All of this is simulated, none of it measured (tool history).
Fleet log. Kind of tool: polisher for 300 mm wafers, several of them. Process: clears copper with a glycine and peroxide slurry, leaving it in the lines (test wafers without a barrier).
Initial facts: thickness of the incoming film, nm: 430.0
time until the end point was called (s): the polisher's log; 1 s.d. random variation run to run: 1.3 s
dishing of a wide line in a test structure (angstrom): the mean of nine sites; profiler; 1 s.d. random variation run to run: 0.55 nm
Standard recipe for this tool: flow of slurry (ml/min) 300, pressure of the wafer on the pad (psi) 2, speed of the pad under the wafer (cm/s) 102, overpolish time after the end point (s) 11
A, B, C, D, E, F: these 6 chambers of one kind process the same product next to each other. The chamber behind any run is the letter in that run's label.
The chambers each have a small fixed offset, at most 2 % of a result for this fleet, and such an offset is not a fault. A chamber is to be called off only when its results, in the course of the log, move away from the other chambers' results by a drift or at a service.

run	hour	flow of slurry (ml/min)	pressure of the wafer on the pad (psi)	speed of the pad under the wafer (cm/s)	overpolish time after the end point (s)	wafers polished on this pad	hours since the slurry nozzle was cleaned	hours since the head pressure was calibrated	time until the end point was called (s)	dishing of a wide line in a test structure (angstrom)
1B	5.4	300	2	102	11	1230	394.9	13.8	109.43	290.95
# hour 11.9: chamber B: worn pad replaced by a new one
# hour 13: chamber F: worn pad replaced by a new one
2C	13.2	300	2	102	11	320	238.2	73.4	107.99	290.39
3E	18.7	300	2	102	11	878	126.3	997.9	108.41	288.18
4A	26.2	300	2	102	11	679	282.1	419.4	108.82	278.81
# hour 28.5: chamber B: slurry nozzle cleaned
5D	33.6	300	2	102	11	1432	163.6	621.4	112.4	286.6
6F	39.5	300	2	102	11	153	347.3	235.1	109.56	286.91
7B	48.3	250	2	102	7	211	19.8	56.7	111.09	198.68
8C	54.2	250	2	102	7	558	279.2	114.4	111.34	190.72
# hour 56.5: chamber D: worn pad replaced by a new one
# hour 56.6: chamber E: worn pad replaced by a new one
9F	59.2	250	2	102	7	268	367	254.8	110.94	188.26
10E	64.4	250	2	102	7	45	172	1043.6	111.99	190.24
11A	69.9	250	2	102	7	932	325.8	463.1	111.75	193.29
12D	77.7	250	2	102	7	123	207.7	665.5	108.79	189.04
13A	86	300	2	102	11	1025	341.9	479.2	112.05	277.3
# hour 91: chamber A: worn pad replaced by a new one
14F	94.5	300	2	102	11	472	402.3	290.1	112.32	285.95
15B	98.6	300	2	102	11	503	70.1	107	107	288.04
16C	104.4	300	2	102	11	849	329.4	164.6	108.17	287.65
# hour 106.7: chamber D: head pressure recalibrated
# hour 111.9: chamber C: worn pad replaced by a new one
17E	113.7	300	2	102	11	331	221.3	1092.9	110.65	286.6
# hour 118.6: chamber E: slurry nozzle cleaned
18D	121.5	300	2	102	11	377	251.5	14.8	111.51	286.06
# hour 124.5: chamber A: slurry nozzle cleaned
19A	126.1	300	1.5	102	11	204	1.6	519.3	135.54	239.5
20F	131	300	1.5	102	11	684	438.8	326.6	133.64	235
21E	135.1	300	1.5	102	11	455	16.5	1114.3	137.5	235.16
22C	139.2	300	1.5	102	11	158	364.2	199.4	135.53	234.19
# hour 145.1: chamber F: worn pad replaced by a new one
23D	146.2	300	1.5	102	11	520	276.2	39.5	137.18	238
24B	151.3	300	1.5	102	11	808	122.8	159.7	135.19	244.17
# hour 156.9: chamber C: slurry nozzle cleaned
25E	157.5	300	2	102	11	585	38.9	1136.7	108.52	279.56
26D	164.2	300	2	102	11	624	294.2	57.5	108.81	283.31
27C	169.2	300	2	126	11	332	12.3	229.4	92.576	322.12
28A	177.4	300	2	126	11	501	52.9	570.6	91.572	325.51
29B	185.5	300	2	126	11	1006	157	193.9	91.641	335.15
30F	194	300	2	126	11	283	501.8	389.6	94.159	311
# hour 196.5: chamber F: head pressure recalibrated
31B	200.1	300	2	126	11	1091	171.6	208.5	92.504	325.08
32F	205.7	300	2	126	11	351	513.5	9.2	92.784	322.5
33E	212.9	300	2	102	11	906	94.3	1192.1	110.48	278.83
34D	221.5	300	2	102	11	957	351.5	114.8	110.66	284.12
35A	227	235	2	102	11	789	102.5	620.2	111.89	268.68
36C	234.7	235	2	102	11	712	77.8	294.9	109.49	282.44
# hour 239.2: chamber E: worn pad replaced by a new one
37B	242.3	235	2	102	11	1336	213.8	250.7	111.19	289.58
38A	247.5	235	2	102	11	907	123	640.7	111.68	273.13
39F	255.5	235	2	102	11	640	563.3	59	111.6	278.78
40C	265	235	2	102	11	888	108.1	325.2	111.54	278.8
41E	272.3	300	2	102	11	192	153.7	1251.5	107.66	282.42

Next, every chamber runs the same settings. What will each give?
42A	279.1	300	2	102	11				?	?
42B	279.1	300	2	102	11				?	?
42C	279.1	300	2	102	11				?	?
42D	279.1	300	2	102	11				?	?
42E	279.1	300	2	102	11				?	?
42F	279.1	300	2	102	11				?	?

run	time until the end point was called (s)	dishing of a wide line in a test structure (angstrom)
42A	108.8	287.8
42B	108.15	292.16
42C	107.67	283.03
42D	110.7	280.16
42E	109.02	272.71
42F	107.95	285.93
